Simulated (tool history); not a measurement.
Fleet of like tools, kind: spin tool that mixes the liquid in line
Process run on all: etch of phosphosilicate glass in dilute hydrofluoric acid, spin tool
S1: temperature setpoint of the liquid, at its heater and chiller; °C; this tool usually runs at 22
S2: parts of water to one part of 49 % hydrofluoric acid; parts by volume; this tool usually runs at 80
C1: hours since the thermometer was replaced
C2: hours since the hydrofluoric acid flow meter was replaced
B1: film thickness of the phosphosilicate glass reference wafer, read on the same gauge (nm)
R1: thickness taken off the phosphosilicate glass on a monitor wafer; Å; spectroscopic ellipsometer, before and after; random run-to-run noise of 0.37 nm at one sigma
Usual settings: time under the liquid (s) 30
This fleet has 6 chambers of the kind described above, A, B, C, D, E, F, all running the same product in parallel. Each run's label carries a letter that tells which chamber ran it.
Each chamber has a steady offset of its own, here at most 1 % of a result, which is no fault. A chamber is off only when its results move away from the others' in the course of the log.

Run 1A, hour 4.3: usual settings; C1 96.1; C2 1011.8; B1 59.986. Result: R1 452.56 Å.
Run 2D, hour 9.1: usual settings; C1 218.5; C2 384.6; B1 59.985. Result: R1 460.51 Å.
Run 3C, hour 11.9: usual settings; C1 124; C2 340.4; B1 59.991. Result: R1 456.88 Å.
At hour 16.4: chamber B: hydrofluoric acid flow meter replaced.
Run 4F, hour 16.4: usual settings; C1 1148.5; C2 1713.5; B1 60.002. Result: R1 447.37 Å.
Run 5E, hour 21.2: usual settings but S2 55 parts by volume; C1 717.1; C2 906.5; B1 59.994. Result: R1 677.3 Å.
Run 6B, hour 23.4: usual settings but S2 55 parts by volume; C1 329.6; C2 7.1; B1 60.009. Result: R1 681.84 Å.
Run 7E, hour 26.6: usual settings but S2 55 parts by volume; C1 722.5; C2 911.9; B1 60.012. Result: R1 678.16 Å.
Run 8B, hour 31.6: usual settings but S2 55 parts by volume; C1 337.8; C2 15.3; B1 59.984. Result: R1 681.06 Å.
Run 9D, hour 34.4: usual settings but S2 55 parts by volume; C1 243.8; C2 409.9; B1 59.975. Result: R1 675.49 Å.
Run 10A, hour 38.8: usual settings but S2 55 parts by volume; C1 130.6; C2 1046.3; B1 60.016. Result: R1 676.7 Å.
Run 11C, hour 42.4: usual settings; C1 154.5; C2 370.9; B1 60.003. Result: R1 454.6 Å.
Run 12F, hour 44.7: usual settings but S2 95 parts by volume; C1 1176.8; C2 1741.8; B1 59.99. Result: R1 369.73 Å.
Run 13A, hour 49.1: usual settings but S2 95 parts by volume; C1 140.9; C2 1056.6; B1 60.044. Result: R1 372.23 Å.
Run 14F, hour 51.9: usual settings but S2 95 parts by volume; C1 1184; C2 1749; B1 60.01. Result: R1 370.15 Å.
Run 15C, hour 55.4: usual settings but S2 95 parts by volume; C1 167.5; C2 383.9; B1 60.04. Result: R1 370.06 Å.
Run 16B, hour 59.8: usual settings but S2 95 parts by volume; C1 366; C2 43.5; B1 59.99. Result: R1 377.02 Å.
Run 17E, hour 62.8: usual settings but S2 95 parts by volume; C1 758.7; C2 948.1; B1 59.998. Result: R1 368.95 Å.
Run 18D, hour 66.9: usual settings; C1 276.3; C2 442.4; B1 60.033. Result: R1 458.12 Å.
Run 19F, hour 69.4: usual settings; C1 1201.5; C2 1766.5; B1 60.001. Result: R1 447.8 Å.
Run 20A, hour 73.9: usual settings; C1 165.7; C2 1081.4; B1 60.001. Result: R1 453.33 Å.
Run 21C, hour 78.7: usual settings; C1 190.8; C2 407.2; B1 60.025. Result: R1 437.42 Å.
Run 22B, hour 83.6: usual settings; C1 389.8; C2 67.3; B1 60.006. Result: R1 453.15 Å.
Run 23D, hour 86.8: usual settings but S1 27 °C; C1 296.2; C2 462.3; B1 59.999. Result: R1 564.07 Å.
At hour 89.2: chamber E: hydrofluoric acid flow meter replaced.
Run 24E, hour 90.6: usual settings but S1 27 °C; C1 786.5; C2 1.4; B1 60.008. Result: R1 547.01 Å.
Run 25B, hour 95.2: usual settings but S1 27 °C; C1 401.4; C2 78.9; B1 60.013. Result: R1 553.9 Å.
Run 26C, hour 98.4: usual settings but S1 27 °C; C1 210.5; C2 426.9; B1 60.011. Result: R1 528.46 Å.
Run 27A, hour 102.9: usual settings but S1 27 °C; C1 194.7; C2 1110.4; B1 59.975. Result: R1 547.06 Å.
Run 28D, hour 106: usual settings but S1 27 °C; C1 315.4; C2 481.5; B1 60.008. Result: R1 563.99 Å.
Run 29F, hour 109.5: usual settings but S1 24.5 °C, time under the liquid (s) 20; C1 1241.6; C2 1806.6; B1 60.005. Result: R1 332.71 Å.
Run 30E, hour 111.7: usual settings but S1 24.5 °C, time under the liquid (s) 20; C1 807.6; C2 22.5; B1 59.983. Result: R1 328.01 Å.
Run 31E, hour 114.6: usual settings but S1 24.5 °C, time under the liquid (s) 20; C1 810.5; C2 25.4; B1 59.992. Result: R1 332.83 Å.
Run 32F, hour 116.8: usual settings but S1 24.5 °C, time under the liquid (s) 20; C1 1248.9; C2 1813.9; B1 59.958. Result: R1 336.91 Å.
Run 33A, hour 121: usual settings but S1 24.5 °C, time under the liquid (s) 20; C1 212.8; C2 1128.5; B1 60.009. Result: R1 327.58 Å.
Run 34D, hour 124.2: usual settings but S1 24.5 °C, time under the liquid (s) 20; C1 333.6; C2 499.7; B1 60.016. Result: R1 338.7 Å.
Run 35B, hour 126.9: usual settings; C1 433.1; C2 110.6; B1 59.977. Result: R1 457.18 Å.
Run 36C, hour 130.8: usual settings; C1 242.9; C2 459.3; B1 60.015. Result: R1 409.39 Å.

Next, every chamber runs the same settings. What will each give?
Run 37A, hour 134.5: usual settings. Result: R1 ?.
Run 37B, hour 134.5: usual settings. Result: R1 ?.
Run 37C, hour 134.5: usual settings. Result: R1 ?.
Run 37D, hour 134.5: usual settings. Result: R1 ?.
Run 37E, hour 134.5: usual settings. Result: R1 ?.
Run 37F, hour 134.5: usual settings. Result: R1 ?.

run      R1
37A  450.32
37B  452.71
37C  412.07
37D  457.92
37E  449.06
37F   457.4
